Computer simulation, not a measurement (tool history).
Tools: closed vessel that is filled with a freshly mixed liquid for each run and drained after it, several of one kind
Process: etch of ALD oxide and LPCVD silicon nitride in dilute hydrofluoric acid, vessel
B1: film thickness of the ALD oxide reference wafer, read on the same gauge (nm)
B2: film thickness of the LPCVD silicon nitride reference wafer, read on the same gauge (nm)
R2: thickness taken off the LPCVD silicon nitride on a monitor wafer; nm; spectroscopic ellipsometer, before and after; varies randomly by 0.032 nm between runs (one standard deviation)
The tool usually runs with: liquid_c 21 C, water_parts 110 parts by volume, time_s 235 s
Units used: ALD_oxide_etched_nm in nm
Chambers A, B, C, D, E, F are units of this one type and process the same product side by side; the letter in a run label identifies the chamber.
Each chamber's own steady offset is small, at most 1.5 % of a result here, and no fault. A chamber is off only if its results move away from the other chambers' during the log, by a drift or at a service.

-- hour=4.1 chamber F: hydrofluoric acid flow meter replaced
run 1A hour=11.4 | liquid_c=21 water_parts=110 time_s=235 | B1=110.03 B2=50.021 | ALD_oxide_etched_nm=32.767 R2=0.87153
run 2E hour=20.4 | liquid_c=21 water_parts=110 time_s=235 | B1=110 B2=50.023 | ALD_oxide_etched_nm=32.435 R2=0.90006
run 3B hour=28.1 | liquid_c=21 water_parts=110 time_s=235 | B1=110 B2=49.986 | ALD_oxide_etched_nm=33.147 R2=0.87079
run 4F hour=38.6 | liquid_c=21 water_parts=110 time_s=235 | B1=110.02 B2=50.011 | ALD_oxide_etched_nm=32.716 R2=0.8426
run 5C hour=47.2 | liquid_c=21 water_parts=110 time_s=235 | B1=109.99 B2=50.008 | ALD_oxide_etched_nm=32.848 R2=0.86645
run 6D hour=55.3 | liquid_c=21 water_parts=110 time_s=235 | B1=109.99 B2=49.982 | ALD_oxide_etched_nm=32.414 R2=0.80773
run 7D hour=64.1 | liquid_c=21 water_parts=110 time_s=235 | B1=109.99 B2=49.986 | ALD_oxide_etched_nm=32.479 R2=0.86777
run 8B hour=70 | liquid_c=21 water_parts=110 time_s=235 | B1=110 B2=49.992 | ALD_oxide_etched_nm=32.726 R2=0.81661
run 9A hour=81.3 | liquid_c=21 water_parts=160 time_s=130 | B1=110 B2=49.978 | ALD_oxide_etched_nm=11.696 R2=0.31557
run 10C hour=92.5 | liquid_c=21 water_parts=160 time_s=130 | B1=110 B2=50.002 | ALD_oxide_etched_nm=11.814 R2=0.30919
run 11F hour=97.8 | liquid_c=21 water_parts=160 time_s=130 | B1=109.98 B2=50.025 | ALD_oxide_etched_nm=11.863 R2=0.3154
run 12E hour=105.5 | liquid_c=21 water_parts=160 time_s=130 | B1=110.02 B2=50.009 | ALD_oxide_etched_nm=11.731 R2=0.33167
run 13C hour=116.8 | liquid_c=21 water_parts=160 time_s=130 | B1=110.01 B2=49.971 | ALD_oxide_etched_nm=11.692 R2=0.31619
run 14D hour=128.3 | liquid_c=21 water_parts=160 time_s=130 | B1=110.01 B2=50.012 | ALD_oxide_etched_nm=11.691 R2=0.33443
run 15F hour=133.4 | liquid_c=21 water_parts=110 time_s=330 | B1=109.99 B2=49.997 | ALD_oxide_etched_nm=46.319 R2=1.2083
run 16E hour=143.7 | liquid_c=21 water_parts=110 time_s=330 | B1=110.02 B2=49.981 | ALD_oxide_etched_nm=45.624 R2=1.1493
-- hour=147.9 chamber E: hydrofluoric acid flow meter replaced
run 17A hour=151.2 | liquid_c=21 water_parts=110 time_s=330 | B1=109.97 B2=50.008 | ALD_oxide_etched_nm=46.374 R2=1.134
run 18B hour=157.9 | liquid_c=21 water_parts=110 time_s=330 | B1=110.01 B2=50.005 | ALD_oxide_etched_nm=46.143 R2=1.0919
run 19D hour=168.2 | liquid_c=21 water_parts=110 time_s=330 | B1=110 B2=49.996 | ALD_oxide_etched_nm=45.864 R2=1.2144
run 20A hour=177.5 | liquid_c=21 water_parts=110 time_s=330 | B1=110.03 B2=49.966 | ALD_oxide_etched_nm=46.533 R2=1.1691
run 21C hour=182.7 | liquid_c=21 water_parts=110 time_s=235 | B1=109.98 B2=49.977 | ALD_oxide_etched_nm=32.575 R2=0.86255
run 22F hour=191.9 | liquid_c=21 water_parts=110 time_s=235 | B1=109.98 B2=49.997 | ALD_oxide_etched_nm=32.547 R2=0.84509
run 23E hour=199.6 | liquid_c=21 water_parts=110 time_s=235 | B1=110.04 B2=50.022 | ALD_oxide_etched_nm=32.362 R2=0.85443
run 24B hour=208 | liquid_c=21 water_parts=110 time_s=235 | B1=110.02 B2=49.991 | ALD_oxide_etched_nm=32.793 R2=0.83527
run 25B hour=217.4 | liquid_c=21 water_parts=110 time_s=235 | B1=110.04 B2=49.99 | ALD_oxide_etched_nm=32.724 R2=0.86339
run 26F hour=222.4 | liquid_c=21 water_parts=110 time_s=235 | B1=110.03 B2=49.994 | ALD_oxide_etched_nm=32.748 R2=0.81262
run 27D hour=232.1 | liquid_c=21 water_parts=110 time_s=235 | B1=110.02 B2=50.007 | ALD_oxide_etched_nm=32.47 R2=0.87642
-- hour=233.6 chamber C: hydrofluoric acid flow meter replaced
run 28C hour=240.5 | liquid_c=21 water_parts=110 time_s=235 | B1=109.96 B2=49.984 | ALD_oxide_etched_nm=32.68 R2=0.82486
run 29A hour=246.6 | liquid_c=21 water_parts=110 time_s=235 | B1=110 B2=49.991 | ALD_oxide_etched_nm=32.991 R2=0.84242
run 30E hour=255.9 | liquid_c=21 water_parts=110 time_s=235 | B1=109.95 B2=49.961 | ALD_oxide_etched_nm=32.372 R2=0.84919
run 31E hour=262.9 | liquid_c=21 water_parts=110 time_s=235 | B1=109.99 B2=49.987 | ALD_oxide_etched_nm=32.349 R2=0.85294
run 32D hour=271.8 | liquid_c=21 water_parts=110 time_s=235 | B1=110.01 B2=50.007 | ALD_oxide_etched_nm=32.526 R2=0.87064
run 33F hour=279.2 | liquid_c=21 water_parts=110 time_s=235 | B1=110 B2=49.965 | ALD_oxide_etched_nm=32.775 R2=0.85528
run 34B hour=284.4 | liquid_c=25 water_parts=110 time_s=235 | B1=110.02 B2=49.971 | ALD_oxide_etched_nm=38.715 R2=1.1397
run 35C hour=295.5 | liquid_c=25 water_parts=110 time_s=235 | B1=109.97 B2=50.031 | ALD_oxide_etched_nm=38.629 R2=1.0786
run 36A hour=304 | liquid_c=25 water_parts=110 time_s=235 | B1=109.98 B2=49.967 | ALD_oxide_etched_nm=38.803 R2=1.0533

Does one chamber stand apart from the rest, does the shared gauge drift, or is all well apart from small per-chamber offsets? Give the chamber and the most likely cause, where there is one.

Beyond each chamber's small constant offset nothing stands out, and the gauge stays steady.
